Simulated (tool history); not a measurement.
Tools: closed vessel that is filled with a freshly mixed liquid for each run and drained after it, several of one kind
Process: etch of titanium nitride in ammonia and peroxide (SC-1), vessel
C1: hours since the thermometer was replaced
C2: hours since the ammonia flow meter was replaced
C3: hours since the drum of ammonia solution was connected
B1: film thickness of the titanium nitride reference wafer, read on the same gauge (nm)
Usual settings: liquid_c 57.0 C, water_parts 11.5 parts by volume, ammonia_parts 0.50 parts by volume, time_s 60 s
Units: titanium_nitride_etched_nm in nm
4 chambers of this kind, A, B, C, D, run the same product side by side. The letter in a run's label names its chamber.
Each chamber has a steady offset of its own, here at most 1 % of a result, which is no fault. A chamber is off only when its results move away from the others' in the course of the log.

Run 1B, hour 6.3: usual settings; C1 962.9; C2 7.9; C3 285.8; B1 30.001. Result: titanium_nitride_etched_nm 9.9354 nm.
Run 2D, hour 20.4: usual settings; C1 263.5; C2 1089.4; C3 125.9; B1 29.996. Result: titanium_nitride_etched_nm 10.0070 nm.
Run 3C, hour 28.1: usual settings; C1 698.9; C2 797.2; C3 707.7; B1 30.002. Result: titanium_nitride_etched_nm 10.0520 nm.
Run 4A, hour 39.5: usual settings; C1 391.1; C2 598.4; C3 58.1; B1 29.985. Result: titanium_nitride_etched_nm 9.8839 nm.
Run 5C, hour 49.0: usual settings; C1 719.8; C2 818.1; C3 728.6; B1 29.993. Result: titanium_nitride_etched_nm 9.9414 nm.
Run 6A, hour 58.0: usual settings; C1 409.6; C2 616.9; C3 76.6; B1 30.019. Result: titanium_nitride_etched_nm 9.6881 nm.
Run 7B, hour 71.9: usual settings; C1 1028.5; C2 73.5; C3 351.4; B1 29.968. Result: titanium_nitride_etched_nm 9.9647 nm.
Run 8D, hour 81.2: usual settings; C1 324.3; C2 1150.2; C3 186.7; B1 30.002. Result: titanium_nitride_etched_nm 9.8962 nm.
Run 9D, hour 89.9: usual settings; C1 333.0; C2 1158.9; C3 195.4; B1 29.991. Result: titanium_nitride_etched_nm 9.9798 nm.
At hour 91.5: chamber A: ammonia flow meter replaced.
At hour 98.3: chamber B: new drum of ammonia solution connected.
Run 10C, hour 102.4: usual settings; C1 773.2; C2 871.5; C3 782.0; B1 30.014. Result: titanium_nitride_etched_nm 9.7720 nm.
At hour 103.5: chamber C: ammonia flow meter replaced.
Run 11A, hour 111.1: usual settings but water_parts 13.5 parts by volume, ammonia_parts 0.30 parts by volume; C1 462.7; C2 19.6; C3 129.7; B1 29.993. Result: titanium_nitride_etched_nm 8.3507 nm.
Run 12B, hour 122.6: usual settings but water_parts 13.5 parts by volume, ammonia_parts 0.30 parts by volume; C1 1079.2; C2 124.2; C3 24.3; B1 30.029. Result: titanium_nitride_etched_nm 8.2600 nm.
Run 13A, hour 132.2: usual settings but water_parts 13.5 parts by volume, ammonia_parts 0.30 parts by volume; C1 483.8; C2 40.7; C3 150.8; B1 30.018. Result: titanium_nitride_etched_nm 8.1944 nm.
Run 14D, hour 142.2: usual settings but water_parts 13.5 parts by volume, ammonia_parts 0.30 parts by volume; C1 385.3; C2 1211.2; C3 247.7; B1 29.981. Result: titanium_nitride_etched_nm 8.4524 nm.
Run 15C, hour 151.8: usual settings; C1 822.6; C2 48.3; C3 831.4; B1 29.995. Result: titanium_nitride_etched_nm 9.8076 nm.
Run 16B, hour 160.4: usual settings; C1 1117.0; C2 162.0; C3 62.1; B1 30.007. Result: titanium_nitride_etched_nm 9.9451 nm.
Run 17A, hour 173.3: usual settings; C1 524.9; C2 81.8; C3 191.9; B1 30.024. Result: titanium_nitride_etched_nm 9.8249 nm.
Run 18C, hour 180.1: usual settings; C1 850.9; C2 76.6; C3 859.7; B1 29.986. Result: titanium_nitride_etched_nm 9.8806 nm.
Run 19B, hour 191.0: usual settings; C1 1147.6; C2 192.6; C3 92.7; B1 30.023. Result: titanium_nitride_etched_nm 10.0660 nm.
Run 20D, hour 199.4: usual settings; C1 442.5; C2 1268.4; C3 304.9; B1 29.986. Result: titanium_nitride_etched_nm 10.0630 nm.
Run 21D, hour 213.6: usual settings but ammonia_parts 0.45 parts by volume; C1 456.7; C2 1282.6; C3 319.1; B1 30.022. Result: titanium_nitride_etched_nm 9.6162 nm.
Run 22A, hour 227.5: usual settings but ammonia_parts 0.45 parts by volume; C1 579.1; C2 136.0; C3 246.1; B1 29.996. Result: titanium_nitride_etched_nm 9.3301 nm.
Run 23B, hour 237.3: usual settings but ammonia_parts 0.45 parts by volume; C1 1193.9; C2 238.9; C3 139.0; B1 29.979. Result: titanium_nitride_etched_nm 9.8460 nm.
Run 24C, hour 245.4: usual settings but ammonia_parts 0.45 parts by volume; C1 916.2; C2 141.9; C3 925.0; B1 29.986. Result: titanium_nitride_etched_nm 9.7299 nm.
Run 25D, hour 253.3: usual settings; C1 496.4; C2 1322.3; C3 358.8; B1 30.035. Result: titanium_nitride_etched_nm 9.9077 nm.
Run 26C, hour 260.1: usual settings; C1 930.9; C2 156.6; C3 939.7; B1 29.986. Result: titanium_nitride_etched_nm 10.0810 nm.
Run 27A, hour 267.2: usual settings but water_parts 13.5 parts by volume; C1 618.8; C2 175.7; C3 285.8; B1 29.983. Result: titanium_nitride_etched_nm 8.6244 nm.
Run 28B, hour 276.2: usual settings but water_parts 13.5 parts by volume; C1 1232.8; C2 277.8; C3 177.9; B1 30.033. Result: titanium_nitride_etched_nm 8.9889 nm.
Run 29D, hour 282.7: usual settings but water_parts 13.5 parts by volume; C1 525.8; C2 1351.7; C3 388.2; B1 29.993. Result: titanium_nitride_etched_nm 9.0312 nm.
At hour 283.0: chamber D: ammonia flow meter replaced.
Run 30B, hour 293.0: usual settings but water_parts 13.5 parts by volume; C1 1249.6; C2 294.6; C3 194.7; B1 30.004. Result: titanium_nitride_etched_nm 9.1063 nm.
Run 31A, hour 301.0: usual settings; C1 652.6; C2 209.5; C3 319.6; B1 30.012. Result: titanium_nitride_etched_nm 9.2567 nm.
Run 32C, hour 311.9: usual settings but water_parts 14.0 parts by volume, time_s 35 s; C1 982.7; C2 208.4; C3 991.5; B1 30.011. Result: titanium_nitride_etched_nm 5.1413 nm.
At hour 318.2: chamber B: thermometer replaced.
Run 33C, hour 326.0: usual settings but water_parts 14.0 parts by volume, time_s 35 s; C1 996.8; C2 222.5; C3 1005.6; B1 30.011. Result: titanium_nitride_etched_nm 5.2080 nm.
Run 34A, hour 339.3: usual settings but water_parts 14.0 parts by volume, time_s 35 s; C1 690.9; C2 247.8; C3 357.9; B1 29.983. Result: titanium_nitride_etched_nm 4.7656 nm.
Run 35D, hour 346.7: usual settings but water_parts 14.0 parts by volume, time_s 35 s; C1 589.8; C2 63.8; C3 452.2; B1 30.019. Result: titanium_nitride_etched_nm 5.1633 nm.
Run 36B, hour 353.2: usual settings; C1 35.0; C2 354.8; C3 254.9; B1 29.994. Result: titanium_nitride_etched_nm 10.0970 nm.
Run 37C, hour 363.4: usual settings; C1 1034.2; C2 259.9; C3 1043.0; B1 30.014. Result: titanium_nitride_etched_nm 9.6904 nm.
Run 38B, hour 371.5: usual settings but liquid_c 63.5 C, water_parts 16.5 parts by volume; C1 53.3; C2 373.1; C3 273.2; B1 30.021. Result: titanium_nitride_etched_nm 12.3430 nm.
Run 39D, hour 382.7: usual settings but liquid_c 63.5 C, water_parts 16.5 parts by volume; C1 625.8; C2 99.8; C3 488.2; B1 30.001. Result: titanium_nitride_etched_nm 12.4440 nm.
Run 40A, hour 393.7: usual settings but liquid_c 63.5 C, water_parts 16.5 parts by volume; C1 745.3; C2 302.2; C3 412.3; B1 30.015. Result: titanium_nitride_etched_nm 11.2130 nm.

What goes on in this fleet: one chamber off, a drifting gauge, or nothing beyond the chambers' own small offsets? Name the chamber and the cause, if any.

Chamber A drifts away from the others.
Cause: liquid colder than its thermometer reads (K) = 1.81.

Here are 4 candidates for chamber A's next run, each the usual settings with a change, their results left as question marks. Which one brings its results back in line with what the others give on the usual settings?
In line means no further than this from the other chambers' mean on the usual settings: titanium_nitride_etched_nm 0.3200 nm
Run 41A-1, hour 404.0: usual settings but liquid_c 58.5 C, water_parts 11.0 parts by volume, time_s 65 s. Result: titanium_nitride_etched_nm ?.
Run 41A-2, hour 404.0: usual settings but water_parts 9.5 parts by volume, ammonia_parts 0.55 parts by volume. Result: titanium_nitride_etched_nm ?.
Run 41A-3, hour 404.0: usual settings but liquid_c 55.5 C, time_s 55 s. Result: titanium_nitride_etched_nm ?.
Run 41A-4, hour 404.0: usual settings but liquid_c 55.5 C, water_parts 12.0 parts by volume. Result: titanium_nitride_etched_nm ?.

The other chambers' mean on the usual settings: titanium_nitride_etched_nm 9.8919 nm
  run  titanium_nitride_etched_nm
41A-1                     10.7870
41A-2                      9.8551
41A-3                      7.2692
41A-4                      7.7551
41A-2 brings the chamber back in line.

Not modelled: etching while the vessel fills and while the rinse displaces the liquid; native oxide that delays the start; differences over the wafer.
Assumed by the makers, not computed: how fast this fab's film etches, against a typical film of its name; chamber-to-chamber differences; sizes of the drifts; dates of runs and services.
